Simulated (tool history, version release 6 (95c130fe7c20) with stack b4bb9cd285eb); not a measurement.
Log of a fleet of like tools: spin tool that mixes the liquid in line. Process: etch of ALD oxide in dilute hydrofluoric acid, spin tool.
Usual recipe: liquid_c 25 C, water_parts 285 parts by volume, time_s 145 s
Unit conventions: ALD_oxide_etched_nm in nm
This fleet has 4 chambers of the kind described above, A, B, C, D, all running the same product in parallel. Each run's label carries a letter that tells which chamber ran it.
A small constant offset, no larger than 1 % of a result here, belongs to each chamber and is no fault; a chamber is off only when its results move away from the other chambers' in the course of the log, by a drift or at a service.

run,day,liquid_c,water_parts,time_s,hours since the thermometer was replaced,hours since the hydrofluoric acid flow meter was replaced,"read-back film thickness of the ALD oxide reference wafer, read on the same gauge (nm)",ALD_oxide_etched_nm
1D,0.292,25,285,145,51.3,21.2,40.017,8.2086
2A,0.492,25,285,145,89.2,1752.2,40.009,8.1896
3B,0.729,25,285,145,283.4,375.3,39.985,8.3763
4C,1.017,25,285,145,2317.0,427.9,39.997,8.2491
5C,1.412,25,285,145,2326.5,437.4,39.985,8.2792
6B,1.696,25,285,145,306.6,398.5,39.994,8.3431
7D,1.883,25,285,145,89.5,59.4,39.994,8.3231
8A,2.125,25,285,145,128.4,1791.4,39.981,8.3089
9D,2.400,25,285,145,101.9,71.8,39.989,8.3927
10A,2.638,25,285,145,140.7,1803.7,40.000,8.2266
11C,2.925,25,285,145,2362.8,473.7,39.987,8.3443
12B,3.279,25,285,145,344.6,436.5,40.007,8.3024
13D,3.488,25,285,145,128.0,97.9,39.999,8.3924
14C,3.883,25,285,145,2385.8,496.7,40.004,8.3174
15A,4.092,25,285,145,175.6,1838.6,39.985,8.2372
16B,4.338,25,285,145,370.0,461.9,40.007,8.3644
17D,4.583,25,285,145,154.3,124.2,39.988,8.4487
18C,4.892,25,285,145,2410.0,520.9,39.996,8.1928
19A,5.138,25,285,145,200.7,1863.7,40.003,8.2538
20B,5.521,25,285,145,398.4,490.3,39.990,8.5061
21A,5.800,25,285,145,216.6,1879.6,40.010,8.4134
22B,6.200,25,285,145,414.7,506.6,39.993,8.4288
23D,6.425,25,285,145,198.5,168.4,40.003,8.3029
24C,6.617,25,285,145,2451.4,562.3,40.007,8.2027
25C,6.983,25,285,145,2460.2,571.1,39.991,8.3103
26A,7.312,25,285,145,252.9,1915.9,39.995,8.2241
27D,7.554,25,285,145,225.6,195.5,40.005,8.3227
28B,7.875,25,285,145,454.9,546.8,40.014,8.6661
29C,8.221,25,285,145,2489.9,600.8,40.001,8.3328
30D,8.538,25,155,120,249.2,219.1,40.012,14.8040
31B,8.771,25,155,120,476.4,568.3,40.010,15.1070
32A,9.088,25,155,120,295.5,1958.5,40.022,14.8840
33B,9.392,25,155,120,491.3,583.2,39.997,15.1300

For the next run the whole fleet of 4 chambers uses the same settings. Give each chamber's results:
34A,9.688,25,285,145,,,,?
34B,9.688,25,285,145,,,,?
34C,9.688,25,285,145,,,,?
34D,9.688,25,285,145,,,,?

run,ALD_oxide_etched_nm
34A,8.2815
34B,8.7943
34C,8.2017
34D,8.4064
